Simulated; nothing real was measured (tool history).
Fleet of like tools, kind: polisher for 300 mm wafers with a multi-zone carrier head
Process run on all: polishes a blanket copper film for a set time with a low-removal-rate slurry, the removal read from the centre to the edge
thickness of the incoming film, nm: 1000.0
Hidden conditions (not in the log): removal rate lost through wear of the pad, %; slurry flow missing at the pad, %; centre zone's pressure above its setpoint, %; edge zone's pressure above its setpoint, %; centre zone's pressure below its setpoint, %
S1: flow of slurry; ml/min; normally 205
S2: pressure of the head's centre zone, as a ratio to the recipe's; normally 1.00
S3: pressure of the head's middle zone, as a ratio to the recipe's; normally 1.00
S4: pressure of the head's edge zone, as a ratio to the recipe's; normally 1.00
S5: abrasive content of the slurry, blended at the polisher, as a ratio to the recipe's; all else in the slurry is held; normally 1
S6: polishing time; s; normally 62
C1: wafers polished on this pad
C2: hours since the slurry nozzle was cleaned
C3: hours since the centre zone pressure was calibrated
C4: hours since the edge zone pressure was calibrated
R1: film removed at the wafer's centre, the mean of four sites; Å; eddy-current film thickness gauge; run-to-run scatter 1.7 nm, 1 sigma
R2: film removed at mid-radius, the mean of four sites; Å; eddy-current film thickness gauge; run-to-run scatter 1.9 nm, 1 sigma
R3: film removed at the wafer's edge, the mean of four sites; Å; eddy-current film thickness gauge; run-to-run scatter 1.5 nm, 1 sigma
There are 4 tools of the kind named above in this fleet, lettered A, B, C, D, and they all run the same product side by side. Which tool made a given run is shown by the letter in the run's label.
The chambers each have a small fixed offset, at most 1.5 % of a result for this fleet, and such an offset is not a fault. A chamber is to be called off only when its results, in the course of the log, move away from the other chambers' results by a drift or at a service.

run,day,S1,S2,S3,S4,S5,S6,C1,C2,C3,C4,R1,R2,R3
# day 0.267: chamber D: worn pad replaced by a new one
1D,0.475,205,1.00,1.00,1.00,1,62,61,538.7,1435.0,1105.4,1351.9,1314.3,1303.0
2B,0.917,205,1.00,1.00,1.00,1,62,727,454.7,273.3,1147.6,1329.9,1336.1,1339.9
# day 1.142: chamber C: worn pad replaced by a new one
3C,1.229,205,1.00,1.00,1.00,1,62,26,234.3,1163.2,723.7,1324.9,1286.1,1322.0
# day 1.350: chamber B: worn pad replaced by a new one
4A,1.767,205,1.00,1.00,1.00,1,62,584,125.9,306.4,242.1,1307.3,1313.9,1316.5
# day 2.233: chamber A: worn pad replaced by a new one
5B,2.350,205,1.00,0.94,1.10,1,62,292,489.1,307.7,1182.0,1293.1,1229.0,1401.8
# day 2.683: chamber C: centre zone pressure recalibrated
6D,2.804,205,1.00,0.94,1.10,1,62,741,594.6,1490.9,1161.3,1295.7,1265.7,1396.2
# day 3.262: chamber D: centre zone pressure recalibrated
7A,3.333,205,1.00,0.94,1.10,1,62,321,163.5,344.0,279.7,1325.4,1279.9,1417.6
8C,3.717,205,1.00,0.94,1.10,1,62,752,294.0,24.8,783.4,1325.5,1236.4,1406.6
9B,4.067,205,1.00,1.00,1.00,1,62,793,530.3,348.9,1223.2,1349.0,1293.7,1329.0
# day 4.138: chamber B: worn pad replaced by a new one
# day 4.304: chamber C: worn pad replaced by a new one
# day 4.308: chamber A: worn pad replaced by a new one
10C,4.404,205,1.00,1.00,1.00,1,62,29,310.5,41.3,799.9,1351.5,1331.8,1341.7
11D,4.788,205,1.00,1.00,1.00,1,76,1319,642.2,36.6,1208.9,1653.5,1619.2,1603.6
# day 5.004: chamber C: slurry nozzle cleaned
12A,5.229,205,1.00,1.00,1.00,1,76,269,209.0,389.5,325.2,1614.0,1638.2,1668.5
# day 5.579: chamber D: worn pad replaced by a new one
13B,5.671,205,1.00,1.00,1.00,1,76,447,568.8,387.4,1261.7,1665.7,1611.0,1659.1
14D,6.175,205,1.00,1.00,1.00,1,76,174,675.5,69.9,1242.2,1630.2,1614.0,1640.1
# day 6.679: chamber A: worn pad replaced by a new one
15A,6.700,205,1.00,1.00,1.00,1,62,7,244.3,424.8,360.5,1308.5,1335.4,1323.7
16C,6.988,205,1.04,1.00,1.00,1,62,783,47.7,103.3,861.9,1402.2,1285.6,1304.4
# day 7.100: chamber B: worn pad replaced by a new one
# day 7.288: chamber D: slurry nozzle cleaned
17D,7.475,205,1.04,1.00,1.00,1,62,554,4.5,101.1,1273.4,1417.4,1327.0,1336.0
# day 7.488: chamber C: worn pad replaced by a new one
18A,7.908,205,1.04,1.00,1.00,1,62,359,273.3,453.8,389.5,1385.4,1313.7,1331.5
19C,8.308,205,1.04,1.00,1.00,1,62,240,79.4,135.0,893.6,1402.3,1311.3,1287.4
20B,8.617,205,1.00,1.00,1.00,1,62,442,639.5,458.1,1332.4,1339.0,1294.1,1330.8
# day 8.625: chamber A: worn pad replaced by a new one
21A,9.104,205,1.00,1.08,1.00,1,62,140,302.0,482.5,418.2,1319.6,1431.4,1356.2
22C,9.662,205,1.00,1.08,1.00,1,62,635,111.9,167.5,926.1,1312.6,1419.7,1307.9
# day 9.738: chamber B: worn pad replaced by a new one
23D,10.025,205,1.00,1.08,1.00,1,62,1298,65.7,162.3,1334.6,1315.6,1462.7,1323.9
24B,10.521,205,1.00,1.08,1.00,1,62,228,685.2,503.8,1378.1,1332.5,1381.0,1315.1
25B,10.858,205,1.00,1.00,1.00,1,62,327,693.3,511.9,1386.2,1329.1,1316.3,1336.3

Decide between three cases: one chamber stands off from its peers, the gauge reading all wafers drifts, or nothing is wrong past each chamber's small offset. Where a chamber is off, say which and what most likely put it there.

Neither any chamber nor the gauge drifts; the chambers differ only by their own small, steady offsets.

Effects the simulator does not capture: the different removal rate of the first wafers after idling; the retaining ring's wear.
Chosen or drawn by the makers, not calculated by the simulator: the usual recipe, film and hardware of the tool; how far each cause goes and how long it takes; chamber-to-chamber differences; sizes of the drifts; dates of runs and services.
